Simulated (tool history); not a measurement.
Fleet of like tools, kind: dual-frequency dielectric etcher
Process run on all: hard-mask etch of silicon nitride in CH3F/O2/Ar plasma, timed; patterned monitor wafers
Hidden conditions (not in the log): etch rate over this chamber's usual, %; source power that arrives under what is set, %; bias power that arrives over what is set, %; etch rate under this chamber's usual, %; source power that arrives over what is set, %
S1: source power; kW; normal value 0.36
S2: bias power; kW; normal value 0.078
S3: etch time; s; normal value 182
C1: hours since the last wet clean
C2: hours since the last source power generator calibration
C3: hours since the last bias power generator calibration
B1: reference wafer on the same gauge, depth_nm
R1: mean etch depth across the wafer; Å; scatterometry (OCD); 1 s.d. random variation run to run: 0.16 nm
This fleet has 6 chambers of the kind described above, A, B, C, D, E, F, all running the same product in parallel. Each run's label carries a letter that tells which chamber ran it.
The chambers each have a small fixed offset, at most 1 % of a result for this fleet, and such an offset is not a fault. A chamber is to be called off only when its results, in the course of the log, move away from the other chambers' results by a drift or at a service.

run     day    S1     S2     S3     C1      C2      C3      B1      R1
 1B   0.321  0.36  0.078    182  351.8  2260.9  2705.7  128.99  1252.8
 2D   0.733  0.36  0.078    182  446.4  2118.3   152.3  129.04  1258.7
 3A   1.329  0.36  0.078    182  386.7   326.7   421.7  129.05  1256.6
 4E   1.958  0.36  0.078    182   69.8  1669.2  3854.2  129.04  1259.1
 5C   2.342  0.36  0.078    182  379.5  1933.1   427.3  129.08    1259
      2.671  -- chamber D: wet clean of the chamber
 6F   2.838  0.36  0.078    182   76.3    70.7  4402.1  129.12  1249.4
 7D   3.146  0.36  0.078    182   11.4  2176.2   210.2  129.07  1258.3
 8C   3.642  0.36  0.078    182  410.7  1964.3   458.5  129.11    1258
      3.875  -- chamber A: wet clean of the chamber
 9A   4.254  0.36  0.078    182    9.2   396.9   491.9  129.18  1257.2
10F    4.65  0.36  0.078    182  119.8   114.2  4445.6  129.17    1251
11B   5.196  0.36  0.078    182  468.8  2377.9  2822.7  129.12  1257.4
12E   5.604  0.36  0.078    182  157.3  1756.7  3941.7  129.16  1260.7
      5.792  -- chamber B: wet clean of the chamber
13F    6.05  0.36  0.078    182  153.4   147.8  4479.2  129.16    1248
14C    6.35  0.36  0.078    182  475.7  2029.3   523.5  129.19  1259.7
      6.692  -- chamber E: source power generator calibrated
15E   6.888  0.36  0.078    182  188.1     4.7  3972.5  129.22  1256.7
16A   7.271  0.36  0.078    182   81.6   469.3   564.3  129.24  1258.8
      7.842  -- chamber F: bias power generator calibrated
17B     7.9  0.36  0.078    182   50.7  2442.8  2887.6  129.27  1255.7
18D   8.492  0.36  0.078    182  139.7  2304.5   338.5  129.26  1258.2
      8.721  -- chamber C: wet clean of the chamber
19A   9.033  0.36  0.078    182  123.9   511.6   606.6  129.33  1257.8
      9.175  -- chamber B: bias power generator calibrated
20E   9.667  0.36  0.078    182  254.8    71.4  4039.2  129.31  1256.4
21D  10.108  0.36  0.078    182  178.5  2343.3   377.3  129.33  1260.4
22B  10.429  0.36  0.078    182  111.4  2503.5    30.1  129.37  1258.7
     10.683  -- chamber B: source power generator calibrated
23F  10.862  0.36  0.078    182  268.9   263.3    72.5  129.33  1248.4
24C  11.258   0.4  0.097    182   60.9  2147.1   641.3   129.4  1418.6
25C  11.558   0.4  0.097    182   68.1  2154.3   648.5  129.39  1420.5
26F  12.054   0.4  0.097    182  297.5   291.9   101.1   129.4  1404.4
27B  12.654   0.4  0.097    182  164.8    47.4    83.5   129.4  1414.8
28A  13.183   0.4  0.097    182  223.5   611.2   706.2  129.43  1417.3
29D  13.471   0.4  0.097    182  259.2    2424     458  129.47  1420.3
30E  14.108  0.36  0.078    182  361.4     178  4145.8  129.49  1262.3
31A  14.483  0.36  0.078    182  254.7   642.4   737.4  129.51    1259
32F  14.988  0.36  0.078  130.5  367.9   362.3   171.5  129.48  896.53
33C  15.388  0.36  0.078  130.5    160  2246.2   740.4   129.5  902.14
34B  15.996  0.36  0.078  130.5    245   127.6   163.7  129.52  900.76
35D  16.504  0.36  0.078  130.5    332  2496.8   530.8  129.54   904.9
36E  17.038  0.36  0.078  130.5  431.7   248.3  4216.1  129.57  905.13
37B  17.467  0.36  0.078  130.5  280.3   162.9     199  129.52  903.24
38E  17.846  0.36  0.078    182  451.1   267.7  4235.5  129.56  1266.2
39A  18.383  0.36  0.078    182  348.3     736     831  129.63  1259.8
40F  18.746  0.36  0.078    182  458.1   452.5   261.7  129.62  1253.3
41C  19.154  0.36  0.078    182  250.4  2336.6   830.8   129.6    1263
42D  19.796  0.36  0.078    182    411  2575.8   609.8  129.68  1264.6
43A    20.3  0.36  0.078    182  394.3     782     877   129.7  1261.4

Next, all 6 chambers run the settings below, one line each with question marks for the results. What does each chamber give?
44A  20.762  0.36  0.078  182                   ?
44B  20.762  0.36  0.078  182                   ?
44C  20.762  0.36  0.078  182                   ?
44D  20.762  0.36  0.078  182                   ?
44E  20.762  0.36  0.078  182                   ?
44F  20.762  0.36  0.078  182                   ?

run      R1
44A  1260.7
44B  1261.8
44C  1265.3
44D  1265.1
44E  1266.2
44F  1253.4

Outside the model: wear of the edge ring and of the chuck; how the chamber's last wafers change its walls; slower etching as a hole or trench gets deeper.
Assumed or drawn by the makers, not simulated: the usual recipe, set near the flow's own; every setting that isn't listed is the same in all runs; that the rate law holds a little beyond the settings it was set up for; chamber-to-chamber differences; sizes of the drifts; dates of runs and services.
